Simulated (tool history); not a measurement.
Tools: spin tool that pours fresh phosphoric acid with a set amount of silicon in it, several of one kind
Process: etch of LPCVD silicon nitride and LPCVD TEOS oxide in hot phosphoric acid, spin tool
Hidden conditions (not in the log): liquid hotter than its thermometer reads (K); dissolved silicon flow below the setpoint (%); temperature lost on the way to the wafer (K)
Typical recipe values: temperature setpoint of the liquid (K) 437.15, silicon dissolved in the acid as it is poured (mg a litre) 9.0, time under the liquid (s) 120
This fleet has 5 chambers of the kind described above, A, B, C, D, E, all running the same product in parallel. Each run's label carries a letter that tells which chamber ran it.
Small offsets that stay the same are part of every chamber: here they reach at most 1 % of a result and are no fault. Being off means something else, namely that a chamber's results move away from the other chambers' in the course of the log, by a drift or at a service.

| run | hour | temperature setpoint of the liquid (K) | silicon dissolved in the acid as it is poured (mg a litre) | time under the liquid (s) | hours since the thermometer was replaced | hours since the dissolved silicon flow meter was replaced | hours since the heated supply line was repaired | read-back film thickness of the LPCVD silicon nitride reference wafer, read on the same gauge (nm) | read-back film thickness of the LPCVD TEOS oxide reference wafer, read on the same gauge (nm) | thickness taken off the LPCVD silicon nitride on a monitor wafer (angstrom) | thickness taken off the LPCVD TEOS oxide on a monitor wafer (angstrom) |
|---|---|---|---|---|---|---|---|---|---|---|---|
| 1B | 6.5 | 437.15 | 9.0 | 120 | 435.3 | 762.2 | 143.3 | 40.009 | 109.97 | 152.63 | 2.3760 |
| 2E | 14.7 | 437.15 | 9.0 | 120 | 535.2 | 398.4 | 1590.6 | 40.004 | 110.00 | 152.96 | 2.5834 |
| 3D | 20.4 | 437.15 | 9.0 | 120 | 695.0 | 433.5 | 209.8 | 40.000 | 110.00 | 152.19 | 2.6364 |
| 4A | 29.4 | 437.15 | 9.0 | 120 | 1663.3 | 1185.2 | 889.7 | 39.991 | 110.01 | 152.94 | 2.8208 |
| 5C | 36.9 | 438.65 | 13.5 | 120 | 39.2 | 214.3 | 2183.1 | 40.004 | 110.03 | 157.86 | 2.4411 |
| 6D | 44.3 | 438.65 | 13.5 | 120 | 718.9 | 457.4 | 233.7 | 39.984 | 110.01 | 159.60 | 3.0667 |
| 7E | 52.8 | 438.65 | 13.5 | 120 | 573.3 | 436.5 | 1628.7 | 40.005 | 110.00 | 160.18 | 2.5836 |
| 8A | 59.1 | 438.65 | 13.5 | 120 | 1693.0 | 1214.9 | 919.4 | 40.035 | 109.98 | 160.96 | 3.2118 |
| 9B | 68.8 | 438.65 | 13.5 | 120 | 497.6 | 824.5 | 205.6 | 39.989 | 110.05 | 160.77 | 2.6011 |
| 10C | 78.2 | 437.15 | 9.0 | 120 | 80.5 | 255.6 | 2224.4 | 40.020 | 110.00 | 151.30 | 2.8972 |
| 11A | 87.7 | 437.15 | 9.0 | 120 | 1721.6 | 1243.5 | 948.0 | 39.998 | 110.02 | 152.49 | 2.4480 |
| 12C | 96.2 | 437.15 | 9.0 | 120 | 98.5 | 273.6 | 2242.4 | 39.951 | 110.00 | 152.15 | 2.7099 |
| 13B | 104.3 | 437.15 | 9.0 | 120 | 533.1 | 860.0 | 241.1 | 39.987 | 109.98 | 151.02 | 1.9260 |
| 14E | 112.7 | 437.15 | 9.0 | 120 | 633.2 | 496.4 | 1688.6 | 40.067 | 109.99 | 153.21 | 3.4009 |
| 15D | 118.9 | 437.15 | 9.0 | 120 | 793.5 | 532.0 | 308.3 | 39.969 | 109.99 | 153.58 | 2.6110 |
|  | 126.4 | chamber A: thermometer replaced |
| 16B | 126.8 | 437.15 | 9.0 | 120 | 555.6 | 882.5 | 263.6 | 39.967 | 110.02 | 150.71 | 2.3291 |
| 17A | 132.6 | 437.15 | 9.0 | 120 | 6.2 | 1288.4 | 992.9 | 39.915 | 110.03 | 151.53 | 2.8670 |
| 18D | 139.0 | 437.15 | 9.0 | 120 | 813.6 | 552.1 | 328.4 | 39.978 | 110.01 | 151.68 | 2.5605 |
| 19E | 143.5 | 439.65 | 9.0 | 180 | 664.0 | 527.2 | 1719.4 | 40.024 | 109.97 | 249.12 | 5.3358 |
| 20C | 149.4 | 439.65 | 9.0 | 180 | 151.7 | 326.8 | 2295.6 | 39.963 | 110.00 | 247.51 | 5.3898 |
| 21D | 154.8 | 439.65 | 9.0 | 180 | 829.4 | 567.9 | 344.2 | 40.031 | 110.01 | 248.84 | 4.9562 |
| 22C | 159.3 | 439.65 | 9.0 | 180 | 161.6 | 336.7 | 2305.5 | 40.002 | 109.98 | 248.74 | 3.6057 |
| 23B | 164.4 | 439.65 | 9.0 | 180 | 593.2 | 920.1 | 301.2 | 40.080 | 109.98 | 243.63 | 4.0681 |
|  | 168.3 | chamber B: dissolved silicon flow meter replaced |
| 24E | 172.4 | 437.15 | 9.0 | 120 | 692.9 | 556.1 | 1748.3 | 40.021 | 109.96 | 151.49 | 2.4324 |
| 25A | 182.6 | 437.15 | 9.0 | 120 | 56.2 | 1338.4 | 1042.9 | 40.047 | 110.00 | 151.60 | 2.7216 |
| 26E | 190.9 | 435.65 | 9.0 | 120 | 711.4 | 574.6 | 1766.8 | 40.023 | 110.01 | 144.79 | 1.9652 |
| 27B | 196.3 | 435.65 | 9.0 | 120 | 625.1 | 28.0 | 333.1 | 40.013 | 110.01 | 139.49 | 2.4372 |
| 28C | 203.4 | 435.65 | 9.0 | 120 | 205.7 | 380.8 | 2349.6 | 39.992 | 109.98 | 143.58 | 2.5941 |
| 29D | 210.0 | 435.65 | 9.0 | 120 | 884.6 | 623.1 | 399.4 | 39.963 | 110.01 | 144.95 | 2.0682 |
| 30A | 216.9 | 435.65 | 9.0 | 120 | 90.5 | 1372.7 | 1077.2 | 40.004 | 110.00 | 144.09 | 2.5042 |
| 31C | 223.3 | 437.15 | 9.0 | 120 | 225.6 | 400.7 | 2369.5 | 40.019 | 110.00 | 152.45 | 3.0387 |
| 32D | 229.4 | 437.15 | 9.0 | 120 | 904.0 | 642.5 | 418.8 | 40.006 | 109.99 | 151.83 | 2.7155 |
| 33E | 238.9 | 437.15 | 9.0 | 120 | 759.4 | 622.6 | 1814.8 | 40.003 | 110.04 | 153.36 | 2.6132 |
| 34B | 246.1 | 437.15 | 9.0 | 120 | 674.9 | 77.8 | 382.9 | 40.004 | 109.99 | 142.66 | 2.4585 |
| 35A | 253.7 | 437.15 | 9.0 | 120 | 127.3 | 1409.5 | 1114.0 | 39.978 | 109.97 | 152.08 | 3.2500 |

Does one chamber stand apart from the rest, does the shared gauge drift, or is all well apart from small per-chamber offsets? Give the chamber and the most likely cause, where there is one.

Chamber B drifts away from the others.
What lies behind it: temperature lost on the way to the wafer (K) = 2.33.
The log may not tell that from: liquid colder than its thermometer reads (K).

Below are 4 candidate recipes for chamber B's next run, each the usual settings with a change, their results shown as question marks. Which of them brings B's results back in line with what the other chambers give on the usual settings?
Maximum distance from the other chambers' mean on the usual settings for a result to count as in line: thickness taken off the LPCVD silicon nitride on a monitor wafer (angstrom) 3.00; thickness taken off the LPCVD TEOS oxide on a monitor wafer (angstrom) 0.9700
| 36B-1 | 261.0 | 436.15 | 11.5 | 115 |  |  |  |  |  | ? | ? |
| 36B-2 | 261.0 | 435.65 | 14.0 | 110 |  |  |  |  |  | ? | ? |
| 36B-3 | 261.0 | 439.15 | 3.5 | 130 |  |  |  |  |  | ? | ? |
| 36B-4 | 261.0 | 438.15 | 6.5 | 125 |  |  |  |  |  | ? | ? |

Usual-settings mean across the other chambers: thickness taken off the LPCVD silicon nitride on a monitor wafer (angstrom) 152.21; thickness taken off the LPCVD TEOS oxide on a monitor wafer (angstrom) 2.6973
| run | thickness taken off the LPCVD silicon nitride on a monitor wafer (angstrom) | thickness taken off the LPCVD TEOS oxide on a monitor wafer (angstrom) |
|---|---|---|
| 36B-1 | 131.01 | 1.8954 |
| 36B-2 | 123.19 | 1.6415 |
| 36B-3 | 163.85 | 3.1766 |
| 36B-4 | 152.37 | 2.6668 |
Change 36B-4 lands the chamber within the allowed miss of the other chambers.
